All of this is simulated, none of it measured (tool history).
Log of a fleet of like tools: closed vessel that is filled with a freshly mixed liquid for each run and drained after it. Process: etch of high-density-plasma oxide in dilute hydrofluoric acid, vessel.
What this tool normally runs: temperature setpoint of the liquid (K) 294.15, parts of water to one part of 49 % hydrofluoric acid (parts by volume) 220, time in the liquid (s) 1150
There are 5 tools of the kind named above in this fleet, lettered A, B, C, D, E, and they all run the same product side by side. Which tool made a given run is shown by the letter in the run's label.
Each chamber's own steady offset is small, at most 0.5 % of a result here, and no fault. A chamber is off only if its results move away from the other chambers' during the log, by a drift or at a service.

run	hour	temperature setpoint of the liquid (K)	parts of water to one part of 49 % hydrofluoric acid (parts by volume)	time in the liquid (s)	read-back film thickness of the high-density-plasma oxide reference wafer, read on the same gauge (nm)	thickness taken off the high-density-plasma oxide on a monitor wafer (angstrom)
1B	9.6	294.15	220	1150	140	428.67
2D	16.9	294.15	220	1150	140	431.9
3E	26.3	294.15	220	1150	139.98	433.85
4A	31.3	294.15	220	1150	139.99	425.37
5C	41.5	294.15	220	1150	139.99	431.21
6C	48.1	294.15	220	1150	139.98	430.58
7E	57.6	294.15	220	1150	140.02	436.25
8A	67.7	294.15	220	1150	140.01	426.67
9D	75.5	294.15	220	1150	139.99	427.67
10B	82.1	294.15	220	1150	140.02	421.96
11B	88.9	294.15	220	1150	140.01	428.39
12D	98.9	294.15	220	1150	140	429.15
13E	105.2	294.15	220	1150	139.98	429.77
14A	110.9	294.15	220	1150	140	426.13
15C	115.5	294.15	220	1150	140.01	427.83
16A	122.8	290.65	220	1150	140.01	373.45
# hour 128.3: chamber B: hydrofluoric acid flow meter replaced
17E	131.8	290.65	220	1150	139.98	379.77
18D	140.6	290.65	220	1150	139.98	381.91
19C	148.9	290.65	220	1150	139.99	371.55
20B	155.3	290.65	220	1150	140	372.42
21D	159.7	294.15	320	1150	140	272.52
22A	164.4	294.15	320	1150	140	268.92
23C	173.5	294.15	320	1150	140	266.78
24E	179.3	294.15	320	1150	139.98	268.6
25B	187.9	294.15	320	1150	140	269.21
26C	193	294.15	220	1150	139.99	432.43
27A	198.6	294.15	220	1150	139.99	427.51
28E	204.1	294.15	220	1150	140	429.44
29B	212.6	294.15	220	1150	140.01	427.48
30D	221.8	294.15	220	1150	139.99	441.72
31C	231.7	294.15	220	1150	140	419.4
32B	239.4	294.15	220	1150	140	427.59
33D	244.7	294.15	220	1150	140	445.48
34E	253.1	294.15	220	1150	140	426.59
35A	259.4	294.15	220	1150	140.01	429.32
36C	263.9	294.15	220	1150	140	429.71
37A	268.7	294.15	220	1150	140	424.49
38B	278.1	294.15	220	1150	140	427.64
39D	285.4	294.15	220	1150	140	451.77
40E	291.3	294.15	220	1150	139.98	433.62
41B	300.5	294.15	220	1150	139.99	430.43
42E	305.8	294.15	220	1150	140	435.38
43D	315	290.15	220	590	139.99	201
44C	323.9	290.15	220	590	140	186.69

All chambers now run identical settings, listed one chamber a line with results as question marks. What results will each chamber show?
45A	331.2	294.15	120	1150		?
45B	331.2	294.15	120	1150		?
45C	331.2	294.15	120	1150		?
45D	331.2	294.15	120	1150		?
45E	331.2	294.15	120	1150		?

run	thickness taken off the high-density-plasma oxide on a monitor wafer (angstrom)
45A	869.4
45B	875.84
45C	879.09
45D	937.42
45E	863.21
